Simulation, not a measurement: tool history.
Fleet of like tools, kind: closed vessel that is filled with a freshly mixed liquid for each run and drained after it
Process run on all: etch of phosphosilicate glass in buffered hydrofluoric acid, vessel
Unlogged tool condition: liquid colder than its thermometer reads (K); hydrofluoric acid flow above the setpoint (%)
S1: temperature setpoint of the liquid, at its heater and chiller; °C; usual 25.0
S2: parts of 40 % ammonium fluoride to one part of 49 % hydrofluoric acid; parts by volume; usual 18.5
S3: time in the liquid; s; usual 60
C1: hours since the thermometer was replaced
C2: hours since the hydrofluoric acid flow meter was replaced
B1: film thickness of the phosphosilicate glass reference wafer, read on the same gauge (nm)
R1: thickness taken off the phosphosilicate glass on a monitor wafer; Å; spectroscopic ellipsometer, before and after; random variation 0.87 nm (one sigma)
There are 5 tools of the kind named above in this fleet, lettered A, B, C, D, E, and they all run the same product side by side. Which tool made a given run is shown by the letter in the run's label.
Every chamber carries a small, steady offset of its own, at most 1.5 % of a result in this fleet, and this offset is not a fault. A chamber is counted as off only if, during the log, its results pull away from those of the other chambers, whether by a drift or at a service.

| run | hour | S1 | S2 | S3 | C1 | C2 | B1 | R1 |
|---|---|---|---|---|---|---|---|---|
| 1B | 9.1 | 25.0 | 18.5 | 60 | 403.5 | 108.7 | 100.010 | 1587.80 |
| 2E | 20.3 | 25.0 | 18.5 | 60 | 914.8 | 983.9 | 99.987 | 1609.90 |
| 3C | 30.0 | 25.0 | 18.5 | 60 | 707.0 | 1325.2 | 99.996 | 1596.00 |
| 4D | 36.9 | 25.0 | 18.5 | 60 | 543.5 | 375.7 | 100.000 | 1581.90 |
| 5A | 48.4 | 25.0 | 18.5 | 60 | 1174.9 | 853.2 | 99.997 | 1609.90 |
| 6E | 61.3 | 25.0 | 18.5 | 60 | 955.8 | 1024.9 | 99.996 | 1604.50 |
| 7B | 69.2 | 21.0 | 18.5 | 35 | 463.6 | 168.8 | 99.996 | 738.45 |
| 8D | 82.0 | 21.0 | 18.5 | 35 | 588.6 | 420.8 | 99.997 | 745.37 |
| 9A | 93.8 | 21.0 | 18.5 | 35 | 1220.3 | 898.6 | 99.991 | 750.75 |
| 10C | 106.8 | 21.0 | 18.5 | 35 | 783.8 | 1402.0 | 100.000 | 754.30 |
| 11B | 113.5 | 21.0 | 18.5 | 35 | 507.9 | 213.1 | 99.969 | 746.69 |
| 12D | 120.8 | 25.0 | 18.5 | 60 | 627.4 | 459.6 | 99.997 | 1578.10 |
| 13A | 127.3 | 25.0 | 18.5 | 60 | 1253.8 | 932.1 | 99.994 | 1597.50 |
|  | 130.9 | chamber D: hydrofluoric acid flow meter replaced |
|  | 131.8 | chamber C: hydrofluoric acid flow meter replaced |
| 14E | 136.5 | 25.0 | 18.5 | 60 | 1031.0 | 1100.1 | 100.010 | 1585.30 |
| 15C | 143.7 | 25.0 | 18.5 | 60 | 820.7 | 11.9 | 100.010 | 1586.30 |
|  | 147.5 | chamber A: thermometer replaced |
| 16D | 152.0 | 25.0 | 18.5 | 60 | 658.6 | 21.2 | 99.979 | 1576.40 |
| 17A | 165.1 | 25.0 | 18.5 | 60 | 17.7 | 969.9 | 99.973 | 1628.20 |
| 18C | 177.3 | 25.0 | 18.5 | 60 | 854.3 | 45.5 | 99.978 | 1586.50 |
| 19B | 187.3 | 25.0 | 18.5 | 60 | 581.7 | 286.9 | 99.974 | 1579.60 |
| 20E | 198.0 | 25.0 | 18.5 | 60 | 1092.5 | 1161.6 | 99.979 | 1540.60 |
| 21A | 205.4 | 25.0 | 18.5 | 60 | 58.0 | 1010.2 | 100.000 | 1622.70 |
| 22C | 216.5 | 25.0 | 21.5 | 95 | 893.5 | 84.7 | 99.979 | 2197.30 |
| 23B | 228.5 | 25.0 | 21.5 | 95 | 622.9 | 328.1 | 100.000 | 2198.00 |
| 24E | 238.2 | 25.0 | 21.5 | 95 | 1132.7 | 1201.8 | 100.000 | 2168.20 |
| 25D | 250.9 | 25.0 | 21.5 | 95 | 757.5 | 120.1 | 100.030 | 2195.20 |
| 26B | 263.4 | 25.0 | 21.5 | 95 | 657.8 | 363.0 | 99.999 | 2207.40 |
| 27D | 269.9 | 25.0 | 18.5 | 60 | 776.5 | 139.1 | 100.010 | 1610.80 |
| 28A | 280.2 | 25.0 | 18.5 | 60 | 132.8 | 1085.0 | 100.020 | 1631.80 |
| 29C | 291.1 | 25.0 | 18.5 | 60 | 968.1 | 159.3 | 100.010 | 1584.30 |
| 30E | 304.3 | 21.5 | 18.5 | 70 | 1198.8 | 1267.9 | 99.987 | 1452.30 |

All chambers now run identical settings, listed one chamber a line with results as question marks. What results will each chamber show?
| 31A | 314.9 | 25.0 | 12.0 | 60 |  |  |  | ? |
| 31B | 314.9 | 25.0 | 12.0 | 60 |  |  |  | ? |
| 31C | 314.9 | 25.0 | 12.0 | 60 |  |  |  | ? |
| 31D | 314.9 | 25.0 | 12.0 | 60 |  |  |  | ? |
| 31E | 314.9 | 25.0 | 12.0 | 60 |  |  |  | ? |

| run | R1 |
|---|---|
| 31A | 2477.50 |
| 31B | 2423.20 |
| 31C | 2426.80 |
| 31D | 2462.30 |
| 31E | 2273.90 |

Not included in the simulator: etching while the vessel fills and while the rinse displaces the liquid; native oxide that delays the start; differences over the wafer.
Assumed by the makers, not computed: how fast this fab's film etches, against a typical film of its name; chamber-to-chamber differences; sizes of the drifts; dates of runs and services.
